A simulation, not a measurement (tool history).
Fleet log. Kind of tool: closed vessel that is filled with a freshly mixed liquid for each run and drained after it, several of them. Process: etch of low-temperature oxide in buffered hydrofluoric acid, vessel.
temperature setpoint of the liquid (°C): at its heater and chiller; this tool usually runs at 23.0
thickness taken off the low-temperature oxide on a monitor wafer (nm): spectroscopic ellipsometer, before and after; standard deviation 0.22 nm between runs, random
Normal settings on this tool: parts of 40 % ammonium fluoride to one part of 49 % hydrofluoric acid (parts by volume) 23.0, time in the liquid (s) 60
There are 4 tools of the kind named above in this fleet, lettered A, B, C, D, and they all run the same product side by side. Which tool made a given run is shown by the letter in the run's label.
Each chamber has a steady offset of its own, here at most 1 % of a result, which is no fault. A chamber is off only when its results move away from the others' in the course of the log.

run     day  temperature setpoint of the liquid (°C)  parts of 40 % ammonium fluoride to one part of 49 % hydrofluoric acid (parts by volume)  time in the liquid (s)  read-back film thickness of the low-temperature oxide reference wafer, read on the same gauge (nm)  thickness taken off the low-temperature oxide on a monitor wafer (nm)
 1C   0.467                                     23.0                                                                                     23.0                      60                                                                                              49.992                                                                 67.207
 2D   0.854                                     23.0                                                                                     23.0                      60                                                                                              50.028                                                                 68.054
 3B   1.262                                     23.0                                                                                     23.0                      60                                                                                              49.978                                                                 68.107
 4A   1.629                                     23.0                                                                                     23.0                      60                                                                                              50.028                                                                 67.488
 5A   1.979                                     23.0                                                                                     23.0                      60                                                                                              49.983                                                                 67.633
 6B   2.638                                     23.0                                                                                     23.0                      60                                                                                              49.996                                                                 67.848
 7D   3.271                                     23.0                                                                                     23.0                      60                                                                                              50.021                                                                 67.626
      3.683  -- chamber D: thermometer replaced
 8C   3.888                                     23.0                                                                                     23.0                      60                                                                                              49.991                                                                 67.343
 9B   4.504                                     18.5                                                                                     23.0                      60                                                                                              50.006                                                                 52.847
10D   4.979                                     18.5                                                                                     23.0                      60                                                                                              50.005                                                                 53.086
11A   5.579                                     18.5                                                                                     23.0                      60                                                                                              49.996                                                                 52.384
12C   6.196                                     18.5                                                                                     23.0                      60                                                                                              50.011                                                                 52.225
13A   6.767                                     23.0                                                                                     23.0                      60                                                                                              49.994                                                                 67.463
14C   7.312                                     23.0                                                                                     23.0                      60                                                                                              50.016                                                                 67.016
15B   7.967                                     19.0                                                                                     23.0                      60                                                                                              49.999                                                                 54.276
16D   8.575                                     19.0                                                                                     23.0                      60                                                                                              50.002                                                                 55.431
17B   9.150                                     19.0                                                                                     23.0                      60                                                                                              49.992                                                                 54.230
18C   9.533                                     19.0                                                                                     23.0                      60                                                                                              49.996                                                                 53.597
19D  10.096                                     23.0                                                                                     23.0                      60                                                                                              50.026                                                                 68.858
20A  10.517                                     23.0                                                                                     23.0                      60                                                                                              50.005                                                                 67.416
21C  11.029                                     23.0                                                                                     23.0                      60                                                                                              49.989                                                                 67.264
22A  11.425                                     23.0                                                                                     23.0                      60                                                                                              50.013                                                                 67.378
23B  11.796                                     23.0                                                                                     23.0                      60                                                                                              49.974                                                                 68.083
24D  12.346                                     23.0                                                                                     23.0                      60                                                                                              50.006                                                                 69.022
25D  12.779                                     23.0                                                                                     29.0                      90                                                                                              50.044                                                                 89.266
26A  13.175                                     23.0                                                                                     29.0                      90                                                                                              49.976                                                                 86.559
27B  13.838                                     23.0                                                                                     29.0                      90                                                                                              50.015                                                                 87.141
28C  14.375                                     23.0                                                                                     29.0                      90                                                                                              49.971                                                                 85.557
29C  14.896                                     23.0                                                                                     23.0                      60                                                                                              49.978                                                                 67.339
30B  15.371                                     23.0                                                                                     23.0                      60                                                                                              50.017                                                                 68.034
31A  15.925                                     25.0                                                                                     29.5                      60                                                                                              49.998                                                                 63.673
32D  16.462                                     25.0                                                                                     29.5                      60                                                                                              49.976                                                                 66.167
33C  16.838                                     25.0                                                                                     29.5                      60                                                                                              49.997                                                                 63.261
34A  17.450                                     25.0                                                                                     29.5                      60                                                                                              50.007                                                                 63.948
35B  18.075                                     23.0                                                                                     23.0                      60                                                                                              50.008                                                                 67.780
36D  18.471                                     23.0                                                                                     23.0                      60                                                                                              50.010                                                                 70.689
37A  19.054                                     23.0                                                                                     23.0                      60                                                                                              50.006                                                                 67.368

Does one chamber stand apart from the rest, does the shared gauge drift, or is all well apart from small per-chamber offsets? Give the chamber and the most likely cause, where there is one.

Chamber D drifts away from the others.
What lies behind it: hydrofluoric acid flow above the setpoint (%) = 6.86.

Below are 4 candidate recipes for chamber D's next run, each the usual settings with a change, their results shown as question marks. Which of them brings D's results back in line with what the other chambers give on the usual settings?
In-line tolerance around the mean of the other chambers on the usual settings: thickness taken off the low-temperature oxide on a monitor wafer (nm) 0.780
38D-1  19.538                                     23.0                                                                                     24.5                      60                                                                                                                                                                          ?
38D-2  19.538                                     23.0                                                                                     21.5                      60                                                                                                                                                                          ?
38D-3  19.538                                     22.5                                                                                     23.0                      60                                                                                                                                                                          ?
38D-4  19.538                                     23.5                                                                                     23.0                      60                                                                                                                                                                          ?

The other chambers' mean on the usual settings: thickness taken off the low-temperature oxide on a monitor wafer (nm) 67.524
  run  thickness taken off the low-temperature oxide on a monitor wafer (nm)
38D-1                                                                 67.673
38D-2                                                                 74.087
38D-3                                                                 68.817
38D-4                                                                 72.677
38D-1 brings the chamber back in line.
